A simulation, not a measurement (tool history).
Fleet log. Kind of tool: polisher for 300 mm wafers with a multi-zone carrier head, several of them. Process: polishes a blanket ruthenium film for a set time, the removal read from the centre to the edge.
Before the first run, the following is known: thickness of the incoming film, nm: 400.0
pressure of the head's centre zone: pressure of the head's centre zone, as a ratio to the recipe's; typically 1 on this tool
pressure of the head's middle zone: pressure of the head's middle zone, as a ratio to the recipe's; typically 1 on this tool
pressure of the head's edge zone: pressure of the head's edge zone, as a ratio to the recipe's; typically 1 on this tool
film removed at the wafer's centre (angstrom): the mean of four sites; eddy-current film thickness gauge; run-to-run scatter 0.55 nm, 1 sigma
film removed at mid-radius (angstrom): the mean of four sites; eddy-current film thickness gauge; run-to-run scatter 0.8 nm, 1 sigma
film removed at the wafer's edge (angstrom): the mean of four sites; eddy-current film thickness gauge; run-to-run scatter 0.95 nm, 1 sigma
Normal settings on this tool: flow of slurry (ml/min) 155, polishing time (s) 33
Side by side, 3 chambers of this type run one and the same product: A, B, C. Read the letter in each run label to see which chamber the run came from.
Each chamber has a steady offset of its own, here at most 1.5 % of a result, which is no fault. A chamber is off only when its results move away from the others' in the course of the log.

run,hour,flow of slurry (ml/min),pressure of the head's centre zone,pressure of the head's middle zone,pressure of the head's edge zone,polishing time (s),film removed at the wafer's centre (angstrom),film removed at mid-radius (angstrom),film removed at the wafer's edge (angstrom)
1A,7.5,155,1,1,1,33,678.01,662.89,683.75
2C,16.5,155,1,1,1,33,664.02,651.54,629.56
# hour 21.9: chamber A: worn pad replaced by a new one
3B,22.5,155,1,1,1,33,657.53,670.56,658.16
4C,29.3,155,1,1,1,33,658.6,651.06,669.34
# hour 40.5: chamber B: worn pad replaced by a new one
# hour 41.7: chamber C: worn pad replaced by a new one
5B,43.1,155,1,1.09,1,25,506.25,536.07,498.9
6A,52.2,155,1,1.09,1,25,511.96,546.47,522.3
7B,58.4,155,1,1.09,1,25,502.11,537.9,510.84
8C,72.1,155,1,1,1,33,662.06,661.97,650.23
# hour 82.8: chamber B: slurry nozzle cleaned
9A,82.9,155,1,1,1,33,668.03,658.79,674.26
10B,92.8,155,1,1,1,33,664.66,665.94,652.59
# hour 99.2: chamber A: edge zone pressure recalibrated
# hour 99.9: chamber C: slurry nozzle cleaned
11C,101.7,155,1,1,1,33,668.98,665.21,651.17
# hour 103.7: chamber C: worn pad replaced by a new one
# hour 103.9: chamber A: worn pad replaced by a new one
12A,114,155,1,1,1,33,668.79,677.31,675.45
13B,123.5,155,1,1,1,33,653.51,665.04,648.79
14A,132.4,155,1,1,1,33,670.34,670.21,661.31
15C,146.3,205,1,1,1.1,33,697.22,689.36,721.23
16B,155.1,205,1,1,1.1,33,701.53,700.52,708.91
# hour 162.2: chamber B: worn pad replaced by a new one
17C,162.7,205,1,1,1.1,33,697.47,704.48,717.47
# hour 165.6: chamber C: worn pad replaced by a new one
# hour 167.7: chamber C: edge zone pressure recalibrated
18A,171.5,155,1,1,1,33,658.66,669.56,674.1
19A,180,155,1,1,1,33,668.89,653.02,661.27
20C,186.2,155,1,1,1,33,675.11,646.16,652.52
# hour 187.1: chamber A: worn pad replaced by a new one
21B,195.8,155,1,1,1,33,656.11,643.16,649.36
22C,202.4,155,1,1,1,33,677.42,651.8,647.58
23A,209.9,155,1,1,1,33,666.08,681.72,649.05
24B,221.9,155,1,1,1,33,664.53,668.04,674.08
# hour 222.9: chamber B: edge zone pressure recalibrated
# hour 227.6: chamber C: worn pad replaced by a new one
25B,228.4,155,1,1,1,33,664.04,651.44,668.19
26C,240.4,155,1,1,1,33,661.15,659.56,654.12
# hour 242.2: chamber A: centre zone pressure recalibrated
27A,249.8,155,1,1,1,33,663.44,670.96,680.1
28C,256.4,155,1,1,1,33,674.82,652.78,642.12
29A,263.3,155,1,1,1.1,33,674.05,666.1,700.86
30B,271.4,155,1,1,1.1,33,668.4,668.89,703.42
# hour 274.7: chamber A: worn pad replaced by a new one
31A,281.2,155,1,1,1.1,33,661.37,675.63,694.67
# hour 283.7: chamber C: worn pad replaced by a new one
32C,289.4,155,1,1,1,33,670.19,664.12,645.78

Each of the 3 chambers runs these same settings next. Fill in every chamber's results:
33A,299.4,155,1,1,1,33,?,?,?
33B,299.4,155,1,1,1,33,?,?,?
33C,299.4,155,1,1,1,33,?,?,?

run,film removed at the wafer's centre (angstrom),film removed at mid-radius (angstrom),film removed at the wafer's edge (angstrom)
33A,670.81,677.69,679.5
33B,664.26,668.47,664.19
33C,668.48,650.56,657.9

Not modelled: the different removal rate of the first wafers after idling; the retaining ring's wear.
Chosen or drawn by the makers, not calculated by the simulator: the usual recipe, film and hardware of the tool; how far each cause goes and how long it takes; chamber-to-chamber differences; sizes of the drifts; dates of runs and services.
